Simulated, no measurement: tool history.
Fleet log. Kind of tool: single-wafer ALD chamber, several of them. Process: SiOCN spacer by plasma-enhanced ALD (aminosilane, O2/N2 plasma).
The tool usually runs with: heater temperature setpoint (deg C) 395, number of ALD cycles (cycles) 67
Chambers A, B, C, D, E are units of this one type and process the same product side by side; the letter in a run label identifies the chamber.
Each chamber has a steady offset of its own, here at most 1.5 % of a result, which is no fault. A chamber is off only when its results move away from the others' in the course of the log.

| run | hour | heater temperature setpoint (deg C) | number of ALD cycles (cycles) | read-back reference wafer on the same gauge, thickness_nm | mean film thickness on the monitor wafer (angstrom) |
|---|---|---|---|---|---|
| 1A | 10.0 | 395 | 67 | 4.1978 | 40.702 |
| 2E | 18.7 | 395 | 67 | 4.1993 | 40.789 |
| 3B | 27.0 | 395 | 67 | 4.1986 | 40.158 |
| 4D | 38.3 | 395 | 67 | 4.2008 | 40.875 |
|  | 42.0 | chamber D: thermocouple changed; heater temperature recalibrated |
| 5C | 43.7 | 395 | 67 | 4.1977 | 40.445 |
| 6D | 53.6 | 395 | 67 | 4.2010 | 40.824 |
| 7C | 60.3 | 395 | 67 | 4.2010 | 40.387 |
| 8B | 68.9 | 383 | 55 | 4.2014 | 32.877 |
| 9A | 74.5 | 383 | 55 | 4.1985 | 33.423 |
| 10E | 83.9 | 383 | 55 | 4.1987 | 33.412 |
| 11A | 90.3 | 383 | 55 | 4.2019 | 33.573 |
| 12D | 96.7 | 383 | 55 | 4.2020 | 33.595 |
| 13E | 107.9 | 395 | 67 | 4.1999 | 40.639 |
| 14C | 113.0 | 395 | 67 | 4.1990 | 40.370 |
| 15B | 124.1 | 406 | 78 | 4.2018 | 45.684 |
| 16C | 135.3 | 406 | 78 | 4.1986 | 46.266 |
| 17A | 141.1 | 406 | 78 | 4.1996 | 46.490 |
| 18D | 150.9 | 406 | 78 | 4.2020 | 46.550 |
| 19E | 159.3 | 406 | 78 | 4.1982 | 46.533 |
| 20B | 165.7 | 395 | 67 | 4.2004 | 39.996 |
| 21A | 174.3 | 395 | 67 | 4.1982 | 40.637 |
| 22B | 182.3 | 395 | 67 | 4.2018 | 40.130 |
| 23D | 189.6 | 407 | 67 | 4.2004 | 40.025 |
| 24C | 200.0 | 407 | 67 | 4.1997 | 39.598 |
| 25E | 210.8 | 407 | 67 | 4.1988 | 39.756 |
| 26E | 219.6 | 407 | 67 | 4.2025 | 39.911 |
| 27A | 226.5 | 407 | 67 | 4.1980 | 39.790 |
| 28B | 234.0 | 395 | 67 | 4.2021 | 39.946 |
| 29D | 243.0 | 395 | 67 | 4.1991 | 40.682 |
| 30C | 254.4 | 395 | 67 | 4.2013 | 40.666 |
| 31E | 261.0 | 395 | 67 | 4.2006 | 40.801 |
| 32D | 270.9 | 395 | 67 | 4.1990 | 40.715 |
| 33B | 280.0 | 388 | 67 | 4.2011 | 40.066 |
| 34C | 290.4 | 388 | 67 | 4.2004 | 40.468 |
| 35A | 297.7 | 388 | 67 | 4.2019 | 40.708 |
| 36C | 308.1 | 388 | 67 | 4.1997 | 40.436 |

Has any chamber moved away from the others, gradually or after a service, or does the common gauge drift, or do the chambers differ only by their own small steady offsets? State the chamber and the most likely cause if one applies.

Neither any chamber nor the gauge drifts; the chambers differ only by their own small, steady offsets.
